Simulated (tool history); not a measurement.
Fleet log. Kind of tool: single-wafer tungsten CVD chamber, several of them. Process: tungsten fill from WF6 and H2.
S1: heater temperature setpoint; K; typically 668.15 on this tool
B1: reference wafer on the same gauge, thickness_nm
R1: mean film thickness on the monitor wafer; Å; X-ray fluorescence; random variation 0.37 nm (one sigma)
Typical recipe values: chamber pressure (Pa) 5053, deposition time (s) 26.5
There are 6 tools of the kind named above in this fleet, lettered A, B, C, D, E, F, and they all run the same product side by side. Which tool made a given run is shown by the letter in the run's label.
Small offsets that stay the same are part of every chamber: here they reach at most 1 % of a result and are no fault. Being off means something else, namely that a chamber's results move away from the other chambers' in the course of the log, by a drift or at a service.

run 1D hour=5.9 | S1=668.15 chamber_pressure_(Pa)=5053 deposition_time_(s)=26.5 | B1=90.184 | R1=780.3
run 2B hour=14.6 | S1=668.15 chamber_pressure_(Pa)=5053 deposition_time_(s)=26.5 | B1=90.069 | R1=776.17
run 3E hour=27.5 | S1=668.15 chamber_pressure_(Pa)=5053 deposition_time_(s)=26.5 | B1=90.094 | R1=778.02
run 4F hour=36.5 | S1=668.15 chamber_pressure_(Pa)=5053 deposition_time_(s)=26.5 | B1=90.236 | R1=777.8
run 5C hour=44.5 | S1=668.15 chamber_pressure_(Pa)=5053 deposition_time_(s)=26.5 | B1=90.121 | R1=789.58
run 6A hour=50.6 | S1=668.15 chamber_pressure_(Pa)=5053 deposition_time_(s)=26.5 | B1=90.215 | R1=774.43
run 7F hour=58.8 | S1=680.15 chamber_pressure_(Pa)=5600 deposition_time_(s)=26.5 | B1=90.283 | R1=1024.8
run 8C hour=67.8 | S1=680.15 chamber_pressure_(Pa)=5600 deposition_time_(s)=26.5 | B1=90.209 | R1=1034.1
run 9E hour=75.1 | S1=680.15 chamber_pressure_(Pa)=5600 deposition_time_(s)=26.5 | B1=90.09 | R1=1020.4
run 10B hour=87.1 | S1=680.15 chamber_pressure_(Pa)=5600 deposition_time_(s)=26.5 | B1=90.265 | R1=1013.3
run 11A hour=100.2 | S1=680.15 chamber_pressure_(Pa)=5600 deposition_time_(s)=26.5 | B1=90.362 | R1=1019.3
run 12D hour=112.9 | S1=680.15 chamber_pressure_(Pa)=5600 deposition_time_(s)=26.5 | B1=90.255 | R1=1010.4
run 13C hour=124.3 | S1=654.15 chamber_pressure_(Pa)=5053 deposition_time_(s)=22.7 | B1=90.195 | R1=509.74
run 14A hour=134.2 | S1=654.15 chamber_pressure_(Pa)=5053 deposition_time_(s)=22.7 | B1=90.157 | R1=505.7
-- hour=136.2 chamber A: thermocouple changed; heater temperature recalibrated
run 15D hour=144.8 | S1=654.15 chamber_pressure_(Pa)=5053 deposition_time_(s)=22.7 | B1=90.291 | R1=511.94
run 16E hour=153.7 | S1=654.15 chamber_pressure_(Pa)=5053 deposition_time_(s)=22.7 | B1=90.171 | R1=510.61
run 17B hour=159.7 | S1=654.15 chamber_pressure_(Pa)=5053 deposition_time_(s)=22.7 | B1=90.25 | R1=506.4
run 18F hour=169 | S1=654.15 chamber_pressure_(Pa)=5053 deposition_time_(s)=22.7 | B1=90.245 | R1=513.8
run 19A hour=181.7 | S1=668.15 chamber_pressure_(Pa)=5053 deposition_time_(s)=26.5 | B1=90.147 | R1=746.89
run 20C hour=193.8 | S1=668.15 chamber_pressure_(Pa)=5053 deposition_time_(s)=26.5 | B1=90.163 | R1=785.47
run 21E hour=203.9 | S1=668.15 chamber_pressure_(Pa)=5466 deposition_time_(s)=30.9 | B1=90.21 | R1=945.03
-- hour=210.1 chamber B: capacitance manometer re-zeroed and calibrated
run 22B hour=215.8 | S1=668.15 chamber_pressure_(Pa)=5466 deposition_time_(s)=30.9 | B1=90.141 | R1=941.39
run 23D hour=222.6 | S1=668.15 chamber_pressure_(Pa)=5466 deposition_time_(s)=30.9 | B1=90.194 | R1=946.6
run 24F hour=235.1 | S1=668.15 chamber_pressure_(Pa)=5466 deposition_time_(s)=30.9 | B1=90.11 | R1=956.68
run 25B hour=243 | S1=668.15 chamber_pressure_(Pa)=5466 deposition_time_(s)=30.9 | B1=90.093 | R1=941.92
run 26C hour=251.6 | S1=668.15 chamber_pressure_(Pa)=5466 deposition_time_(s)=30.9 | B1=90.248 | R1=946.74
run 27A hour=264.5 | S1=668.15 chamber_pressure_(Pa)=5053 deposition_time_(s)=26.5 | B1=90.122 | R1=751.32
run 28E hour=270.7 | S1=668.15 chamber_pressure_(Pa)=5053 deposition_time_(s)=26.5 | B1=90.263 | R1=787.74
run 29F hour=278 | S1=668.15 chamber_pressure_(Pa)=5053 deposition_time_(s)=26.5 | B1=90.155 | R1=785.99
run 30D hour=289.8 | S1=668.15 chamber_pressure_(Pa)=5053 deposition_time_(s)=26.5 | B1=90.244 | R1=776.04
-- hour=300.6 chamber D: capacitance manometer re-zeroed and calibrated
run 31D hour=300.6 | S1=668.15 chamber_pressure_(Pa)=5053 deposition_time_(s)=26.5 | B1=90.182 | R1=774.4
run 32A hour=309.1 | S1=654.15 chamber_pressure_(Pa)=5826 deposition_time_(s)=26.5 | B1=90.252 | R1=602.31
run 33E hour=321.7 | S1=654.15 chamber_pressure_(Pa)=5826 deposition_time_(s)=26.5 | B1=90.161 | R1=645.16
run 34C hour=329.7 | S1=654.15 chamber_pressure_(Pa)=5826 deposition_time_(s)=26.5 | B1=90.201 | R1=635.02
run 35F hour=339 | S1=654.15 chamber_pressure_(Pa)=5826 deposition_time_(s)=26.5 | B1=90.228 | R1=638.26
run 36B hour=351.7 | S1=654.15 chamber_pressure_(Pa)=5826 deposition_time_(s)=26.5 | B1=90.121 | R1=632.86
run 37C hour=357.9 | S1=654.15 chamber_pressure_(Pa)=5826 deposition_time_(s)=26.5 | B1=90.184 | R1=640.6
run 38F hour=365 | S1=668.15 chamber_pressure_(Pa)=5053 deposition_time_(s)=26.5 | B1=90.219 | R1=789.62
run 39D hour=377.7 | S1=668.15 chamber_pressure_(Pa)=5053 deposition_time_(s)=26.5 | B1=90.273 | R1=777.43
run 40E hour=385.4 | S1=668.15 chamber_pressure_(Pa)=5053 deposition_time_(s)=26.5 | B1=90.293 | R1=783.05
-- hour=391 chamber A: capacitance manometer re-zeroed and calibrated
run 41A hour=394.5 | S1=668.15 chamber_pressure_(Pa)=5053 deposition_time_(s)=26.5 | B1=90.166 | R1=748
run 42B hour=403.5 | S1=668.15 chamber_pressure_(Pa)=5053 deposition_time_(s)=26.5 | B1=90.174 | R1=779.36
run 43C hour=413.5 | S1=668.15 chamber_pressure_(Pa)=5053 deposition_time_(s)=26.5 | B1=90.113 | R1=782.15
run 44D hour=423.8 | S1=668.15 chamber_pressure_(Pa)=5053 deposition_time_(s)=26.5 | B1=90.199 | R1=786.7

Predict what each chamber gives when all 6 of them run the settings below next.
run 45A hour=433.5 | S1=668.15 chamber_pressure_(Pa)=5053 deposition_time_(s)=26.5 | R1=?
run 45B hour=433.5 | S1=668.15 chamber_pressure_(Pa)=5053 deposition_time_(s)=26.5 | R1=?
run 45C hour=433.5 | S1=668.15 chamber_pressure_(Pa)=5053 deposition_time_(s)=26.5 | R1=?
run 45D hour=433.5 | S1=668.15 chamber_pressure_(Pa)=5053 deposition_time_(s)=26.5 | R1=?
run 45E hour=433.5 | S1=668.15 chamber_pressure_(Pa)=5053 deposition_time_(s)=26.5 | R1=?
run 45F hour=433.5 | S1=668.15 chamber_pressure_(Pa)=5053 deposition_time_(s)=26.5 | R1=?

run=45A R1=754.04
run=45B R1=776.15
run=45C R1=784.02
run=45D R1=775.12
run=45E R1=790.31
run=45F R1=786.22

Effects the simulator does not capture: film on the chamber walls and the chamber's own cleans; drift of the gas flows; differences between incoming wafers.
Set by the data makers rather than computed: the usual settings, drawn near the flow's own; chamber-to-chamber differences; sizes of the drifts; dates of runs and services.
